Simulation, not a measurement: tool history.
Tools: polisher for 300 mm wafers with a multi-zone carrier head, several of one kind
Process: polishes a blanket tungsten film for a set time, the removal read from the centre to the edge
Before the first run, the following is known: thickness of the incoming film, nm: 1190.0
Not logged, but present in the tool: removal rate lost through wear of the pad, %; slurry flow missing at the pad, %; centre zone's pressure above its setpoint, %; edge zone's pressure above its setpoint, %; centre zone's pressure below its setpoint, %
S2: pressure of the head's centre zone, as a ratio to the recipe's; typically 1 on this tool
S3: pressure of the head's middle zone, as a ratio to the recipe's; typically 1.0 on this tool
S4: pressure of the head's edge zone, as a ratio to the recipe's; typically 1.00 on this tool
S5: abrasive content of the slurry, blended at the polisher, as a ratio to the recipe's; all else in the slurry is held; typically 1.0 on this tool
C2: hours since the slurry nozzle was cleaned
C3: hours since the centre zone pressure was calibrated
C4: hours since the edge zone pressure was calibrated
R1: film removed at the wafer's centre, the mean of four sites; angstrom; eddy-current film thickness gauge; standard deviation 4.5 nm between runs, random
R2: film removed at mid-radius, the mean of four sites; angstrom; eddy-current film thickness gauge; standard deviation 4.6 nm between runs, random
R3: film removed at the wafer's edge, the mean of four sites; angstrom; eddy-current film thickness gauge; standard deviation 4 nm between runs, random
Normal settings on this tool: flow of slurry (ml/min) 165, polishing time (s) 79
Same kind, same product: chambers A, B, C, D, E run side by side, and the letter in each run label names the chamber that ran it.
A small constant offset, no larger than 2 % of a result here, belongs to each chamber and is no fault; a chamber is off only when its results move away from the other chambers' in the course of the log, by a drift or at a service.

Run 1D, hour 6.8: usual settings; wafers polished on this pad 208; C2 285.9; C3 188.8; C4 165.6. Result: R1 3580.1 angstrom, R2 3503.7 angstrom, R3 3613.5 angstrom.
Run 2E, hour 13.6: usual settings; wafers polished on this pad 311; C2 213.3; C3 510.5; C4 150.8. Result: R1 3494.9 angstrom, R2 3537.4 angstrom, R3 3659.8 angstrom.
Run 3B, hour 20.0: usual settings; wafers polished on this pad 379; C2 532.9; C3 729.6; C4 723.5. Result: R1 3542.9 angstrom, R2 3576.7 angstrom, R3 3523.0 angstrom.
At hour 26.2: chamber C: centre zone pressure recalibrated.
Run 4C, hour 30.5: usual settings; wafers polished on this pad 456; C2 614.8; C3 4.3; C4 316.7. Result: R1 3632.8 angstrom, R2 3573.5 angstrom, R3 3655.5 angstrom.
Run 5A, hour 43.4: usual settings but S4 1.10; wafers polished on this pad 776; C2 95.4; C3 590.1; C4 416.6. Result: R1 3571.4 angstrom, R2 3568.0 angstrom, R3 3757.4 angstrom.
Run 6A, hour 54.0: usual settings but S4 1.10; wafers polished on this pad 837; C2 106.0; C3 600.7; C4 427.2. Result: R1 3577.8 angstrom, R2 3534.8 angstrom, R3 3666.9 angstrom.
Run 7D, hour 61.7: usual settings but S4 1.10; wafers polished on this pad 523; C2 340.8; C3 243.7; C4 220.5. Result: R1 3562.2 angstrom, R2 3676.8 angstrom, R3 3727.1 angstrom.
At hour 65.5: chamber D: slurry nozzle cleaned.
Run 8E, hour 67.9: usual settings but S4 1.10; wafers polished on this pad 622; C2 267.6; C3 564.8; C4 205.1. Result: R1 3557.6 angstrom, R2 3438.1 angstrom, R3 3848.4 angstrom.
At hour 71.4: chamber C: worn pad replaced by a new one.
At hour 72.0: chamber D: worn pad replaced by a new one.
Run 9B, hour 78.1: usual settings but S4 1.10; wafers polished on this pad 712; C2 591.0; C3 787.7; C4 781.6. Result: R1 3601.5 angstrom, R2 3523.5 angstrom, R3 3762.4 angstrom.
At hour 82.2: chamber C: edge zone pressure recalibrated.
Run 10C, hour 84.1: usual settings; wafers polished on this pad 73; C2 668.4; C3 57.9; C4 1.9. Result: R1 3569.7 angstrom, R2 3556.0 angstrom, R3 3591.2 angstrom.
At hour 87.2: chamber A: worn pad replaced by a new one.
Run 11E, hour 94.5: usual settings; wafers polished on this pad 775; C2 294.2; C3 591.4; C4 231.7. Result: R1 3452.4 angstrom, R2 3479.7 angstrom, R3 3687.6 angstrom.
Run 12B, hour 103.2: usual settings but S3 1.1; wafers polished on this pad 856; C2 616.1; C3 812.8; C4 806.7. Result: R1 3631.8 angstrom, R2 3922.1 angstrom, R3 3593.9 angstrom.
At hour 111.3: chamber B: slurry nozzle cleaned.
Run 13A, hour 115.4: usual settings but S3 1.1; wafers polished on this pad 161; C2 167.4; C3 662.1; C4 488.6. Result: R1 3636.5 angstrom, R2 3925.9 angstrom, R3 3518.4 angstrom.
Run 14D, hour 128.5: usual settings but S3 1.1; wafers polished on this pad 324; C2 63.0; C3 310.5; C4 287.3. Result: R1 3456.6 angstrom, R2 3964.6 angstrom, R3 3552.3 angstrom.
Run 15C, hour 139.6: usual settings but S3 1.1; wafers polished on this pad 391; C2 723.9; C3 113.4; C4 57.4. Result: R1 3543.4 angstrom, R2 3938.2 angstrom, R3 3637.0 angstrom.
At hour 142.7: chamber B: worn pad replaced by a new one.
Run 16D, hour 151.6: usual settings but S3 1.1; wafers polished on this pad 456; C2 86.1; C3 333.6; C4 310.4. Result: R1 3633.8 angstrom, R2 3839.9 angstrom, R3 3481.4 angstrom.
Run 17C, hour 160.2: usual settings; wafers polished on this pad 509; C2 744.5; C3 134.0; C4 78.0. Result: R1 3612.9 angstrom, R2 3540.7 angstrom, R3 3661.0 angstrom.
At hour 163.4: chamber C: slurry nozzle cleaned.
Run 18B, hour 171.0: usual settings; wafers polished on this pad 162; C2 59.7; C3 880.6; C4 874.5. Result: R1 3541.7 angstrom, R2 3617.1 angstrom, R3 3583.6 angstrom.
Run 19A, hour 183.2: usual settings; wafers polished on this pad 550; C2 235.2; C3 729.9; C4 556.4. Result: R1 3554.4 angstrom, R2 3487.9 angstrom, R3 3564.0 angstrom.
At hour 184.8: chamber D: worn pad replaced by a new one.
Run 20E, hour 190.8: usual settings; wafers polished on this pad 1327; C2 390.5; C3 687.7; C4 328.0. Result: R1 3373.9 angstrom, R2 3474.7 angstrom, R3 3599.0 angstrom.
At hour 193.8: chamber C: worn pad replaced by a new one.
Run 21A, hour 203.6: usual settings; wafers polished on this pad 667; C2 255.6; C3 750.3; C4 576.8. Result: R1 3501.7 angstrom, R2 3512.0 angstrom, R3 3619.5 angstrom.
Run 22D, hour 214.2: usual settings; wafers polished on this pad 168; C2 148.7; C3 396.2; C4 373.0. Result: R1 3559.7 angstrom, R2 3580.6 angstrom, R3 3499.6 angstrom.
At hour 215.2: chamber E: worn pad replaced by a new one.
Run 23C, hour 223.3: usual settings; wafers polished on this pad 169; C2 59.9; C3 197.1; C4 141.1. Result: R1 3619.0 angstrom, R2 3584.3 angstrom, R3 3650.6 angstrom.
At hour 230.1: chamber B: centre zone pressure recalibrated.
Run 24B, hour 232.2: usual settings; wafers polished on this pad 513; C2 120.9; C3 2.1; C4 935.7. Result: R1 3493.3 angstrom, R2 3591.0 angstrom, R3 3554.5 angstrom.
Run 25E, hour 241.3: usual settings; wafers polished on this pad 149; C2 441.0; C3 738.2; C4 378.5. Result: R1 3290.1 angstrom, R2 3542.0 angstrom, R3 3669.4 angstrom.
Run 26D, hour 249.1: usual settings but S5 0.8; wafers polished on this pad 368; C2 183.6; C3 431.1; C4 407.9. Result: R1 3362.6 angstrom, R2 3433.1 angstrom, R3 3376.3 angstrom.
Run 27C, hour 258.0: usual settings but S5 0.8; wafers polished on this pad 368; C2 94.6; C3 231.8; C4 175.8. Result: R1 3383.6 angstrom, R2 3333.8 angstrom, R3 3452.0 angstrom.
Run 28E, hour 265.9: usual settings but S5 0.8; wafers polished on this pad 290; C2 465.6; C3 762.8; C4 403.1. Result: R1 3145.6 angstrom, R2 3319.8 angstrom, R3 3493.2 angstrom.
Run 29A, hour 273.3: usual settings but S5 0.8; wafers polished on this pad 1067; C2 325.3; C3 820.0; C4 646.5. Result: R1 3315.4 angstrom, R2 3314.9 angstrom, R3 3364.1 angstrom.
Run 30B, hour 286.4: usual settings but S5 0.8; wafers polished on this pad 824; C2 175.1; C3 56.3; C4 989.9. Result: R1 3395.6 angstrom, R2 3442.9 angstrom, R3 3416.2 angstrom.
At hour 293.9: chamber D: worn pad replaced by a new one.
At hour 297.9: chamber A: worn pad replaced by a new one.
Run 31A, hour 299.6: usual settings; wafers polished on this pad 10; C2 351.6; C3 846.3; C4 672.8. Result: R1 3631.9 angstrom, R2 3564.5 angstrom, R3 3601.7 angstrom.
Run 32D, hour 305.5: usual settings; wafers polished on this pad 66; C2 240.0; C3 487.5; C4 464.3. Result: R1 3578.8 angstrom, R2 3601.4 angstrom, R3 3563.1 angstrom.
Run 33C, hour 315.0: usual settings; wafers polished on this pad 695; C2 151.6; C3 288.8; C4 232.8. Result: R1 3622.1 angstrom, R2 3583.7 angstrom, R3 3622.0 angstrom.
Run 34B, hour 325.5: usual settings; wafers polished on this pad 1048; C2 214.2; C3 95.4; C4 1029.0. Result: R1 3516.9 angstrom, R2 3585.1 angstrom, R3 3567.9 angstrom.
At hour 333.2: chamber B: worn pad replaced by a new one.
Run 35E, hour 335.2: usual settings; wafers polished on this pad 688; C2 534.9; C3 832.1; C4 472.4. Result: R1 3202.0 angstrom, R2 3563.1 angstrom, R3 3675.9 angstrom.
At hour 336.9: chamber C: worn pad replaced by a new one.
Run 36B, hour 341.3: usual settings; wafers polished on this pad 46; C2 230.0; C3 111.2; C4 1044.8. Result: R1 3612.4 angstrom, R2 3543.6 angstrom, R3 3603.2 angstrom.
Run 37C, hour 351.0: usual settings but S4 0.89, polishing time (s) 104; wafers polished on this pad 81; C2 187.6; C3 324.8; C4 268.8. Result: R1 4676.5 angstrom, R2 4703.3 angstrom, R3 4492.7 angstrom.
At hour 360.7: chamber A: centre zone pressure recalibrated.
Run 38D, hour 362.3: usual settings but S4 0.89, polishing time (s) 104; wafers polished on this pad 392; C2 296.8; C3 544.3; C4 521.1. Result: R1 4653.4 angstrom, R2 4579.1 angstrom, R3 4401.9 angstrom.
Run 39E, hour 373.2: usual settings but S4 0.89, polishing time (s) 104; wafers polished on this pad 906; C2 572.9; C3 870.1; C4 510.4. Result: R1 4162.7 angstrom, R2 4629.1 angstrom, R3 4528.9 angstrom.
Run 40A, hour 379.8: usual settings but S4 0.89, polishing time (s) 104; wafers polished on this pad 470; C2 431.8; C3 19.2; C4 753.0. Result: R1 4715.7 angstrom, R2 4779.7 angstrom, R3 4412.2 angstrom.
Run 41E, hour 389.2: usual settings but S4 0.89, polishing time (s) 104; wafers polished on this pad 998; C2 588.9; C3 886.1; C4 526.4. Result: R1 4171.3 angstrom, R2 4709.8 angstrom, R3 4495.9 angstrom.
Run 42A, hour 401.5: usual settings; wafers polished on this pad 594; C2 453.5; C3 40.9; C4 774.7. Result: R1 3536.7 angstrom, R2 3510.6 angstrom, R3 3587.5 angstrom.

The same settings go to every chamber for the next run, one line per chamber below. Forecast the results for each:
Run 43A, hour 411.3: usual settings. Result: R1 ?, R2 ?, R3 ?.
Run 43B, hour 411.3: usual settings. Result: R1 ?, R2 ?, R3 ?.
Run 43C, hour 411.3: usual settings. Result: R1 ?, R2 ?, R3 ?.
Run 43D, hour 411.3: usual settings. Result: R1 ?, R2 ?, R3 ?.
Run 43E, hour 411.3: usual settings. Result: R1 ?, R2 ?, R3 ?.

run      R1      R2      R3
43A  3475.2  3591.2  3533.9
43B  3612.7  3561.3  3613.0
43C  3604.5  3569.2  3652.7
43D  3598.4  3536.5  3525.2
43E  3143.1  3569.8  3601.1

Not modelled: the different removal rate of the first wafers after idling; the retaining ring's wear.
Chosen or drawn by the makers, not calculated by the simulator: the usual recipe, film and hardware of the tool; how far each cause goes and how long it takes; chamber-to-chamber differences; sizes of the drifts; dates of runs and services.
